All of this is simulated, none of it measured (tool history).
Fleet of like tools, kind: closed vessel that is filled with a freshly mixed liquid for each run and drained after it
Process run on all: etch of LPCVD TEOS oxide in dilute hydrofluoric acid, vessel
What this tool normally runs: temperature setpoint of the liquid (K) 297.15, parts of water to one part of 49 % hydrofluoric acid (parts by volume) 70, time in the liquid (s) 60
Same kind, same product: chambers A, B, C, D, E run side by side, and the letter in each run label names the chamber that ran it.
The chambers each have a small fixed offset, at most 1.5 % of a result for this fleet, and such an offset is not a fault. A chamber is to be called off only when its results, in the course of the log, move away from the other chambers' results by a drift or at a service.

run	hour	temperature setpoint of the liquid (K)	parts of water to one part of 49 % hydrofluoric acid (parts by volume)	time in the liquid (s)	hours since the thermometer was replaced	hours since the hydrofluoric acid flow meter was replaced	read-back film thickness of the LPCVD TEOS oxide reference wafer, read on the same gauge (nm)	thickness taken off the LPCVD TEOS oxide on a monitor wafer (nm)
1E	12	297.15	70	60	309.1	387	139.99	33.373
2C	18.6	297.15	70	60	36.4	1096.3	140.01	33.236
3B	32.7	297.15	70	60	2073.5	448.3	139.98	32.918
# hour 37.3: chamber A: thermometer replaced
4A	39.8	297.15	70	60	2.5	472	139.99	33.322
5D	47.6	297.15	70	60	335.1	555.4	140.01	33.534
# hour 48: chamber A: hydrofluoric acid flow meter replaced
6E	57.1	297.15	70	60	354.2	432.1	140.01	33.05
7D	70.8	297.15	70	60	358.3	578.6	140	33.441
8C	85	297.15	70	60	102.8	1162.7	140	32.635
9A	95.4	297.15	70	60	58.1	47.5	140.01	33.591
10B	107.7	297.15	70	60	2148.5	523.3	140.01	32.963
11D	118.9	300.15	70	60	406.4	626.7	139.99	37.657
12E	127.5	300.15	70	60	424.6	502.5	140.02	37.206
13B	134.4	300.15	70	60	2175.2	550	140.03	37.363
14C	148.8	300.15	70	60	166.6	1226.5	139.97	37.294
15A	157.2	300.15	70	60	119.9	109.3	140.02	37.061
16C	166.3	297.15	70	60	184.1	1244	140	33.437
17A	173.4	297.15	70	60	136.1	125.5	140	32.808
18D	184.9	297.15	70	60	472.4	692.7	140	33.577
19B	195.7	294.65	70	40	2236.5	611.3	140.01	20.389
20E	209.7	294.65	70	40	506.8	584.7	140.04	20.109
# hour 216.5: chamber E: hydrofluoric acid flow meter replaced
21D	220.8	294.65	70	40	508.3	728.6	140	20.279
22E	234.8	294.65	70	40	531.9	18.4	140	19.928
23C	247.6	294.65	70	40	265.4	1325.3	140.03	19.715
24A	261.6	297.15	70	60	224.3	213.7	139.99	33.054
25B	268.6	297.15	70	60	2309.4	684.2	139.98	34.206
26D	279.7	297.15	70	60	567.2	787.5	139.99	33.969
27B	287.8	297.15	70	60	2328.6	703.4	140.01	34.221
28A	299.1	297.15	70	60	261.8	251.2	140.02	33.012
29C	308.8	297.15	70	60	326.6	1386.5	140	32.797
30E	321.1	299.65	55	60	618.2	104.7	140.02	47.831
31A	329.7	299.65	55	60	292.4	281.8	140	48.381
# hour 335.5: chamber D: hydrofluoric acid flow meter replaced
32D	342.7	299.65	55	60	630.2	7.3	140	47.474
# hour 347.5: chamber B: thermometer replaced
33E	355.3	299.65	55	60	652.4	138.9	140.02	47.626
34B	362.3	299.65	55	60	14.9	777.9	139.99	51.162
35C	370.8	297.15	70	60	388.6	1448.5	140.02	33.063
36D	382.5	297.15	70	60	670	47.1	139.99	33.94
37A	392.8	297.15	70	60	355.5	344.9	139.99	33.116
38E	405.2	297.15	70	60	702.3	188.8	139.98	32.983
39B	414.5	297.15	70	60	67.1	830.1	139.99	35.37
40C	424	295.15	70	80	441.8	1501.7	140.02	40.959
41A	430.8	295.15	70	80	393.5	382.9	140.02	40.722
42C	442.2	295.15	70	80	460	1519.9	140.01	40.46
43E	455.1	295.15	70	80	752.2	238.7	139.99	40.492
44B	468.8	295.15	70	80	121.4	884.4	140.02	45.172

Is one chamber out of step, is the gauge drifting, or do the chambers differ by no more than their own small offsets? For an off chamber, give its letter and the likeliest cause.

Chamber B drifts away from the others.
Most likely cause: hydrofluoric acid flow above the setpoint (%) = 11.1.

Which of the 4 candidates below, each the usual settings with something changed and its results left as question marks, puts chamber B back in line with what the other chambers give on the usual settings?
In line means no further than this from the other chambers' mean on the usual settings: thickness taken off the LPCVD TEOS oxide on a monitor wafer (nm) 0.95
45B-1	479.4	297.15	70	55				?
45B-2	479.4	296.15	70	60				?
45B-3	479.4	298.15	70	60				?
45B-4	479.4	297.65	70	65				?

The mean the other chambers reach with the usual settings: thickness taken off the LPCVD TEOS oxide on a monitor wafer (nm) 33.201
run	thickness taken off the LPCVD TEOS oxide on a monitor wafer (nm)
45B-1	33.628
45B-2	35.229
45B-3	38.189
45B-4	40.542
45B-1 brings the chamber back in line.

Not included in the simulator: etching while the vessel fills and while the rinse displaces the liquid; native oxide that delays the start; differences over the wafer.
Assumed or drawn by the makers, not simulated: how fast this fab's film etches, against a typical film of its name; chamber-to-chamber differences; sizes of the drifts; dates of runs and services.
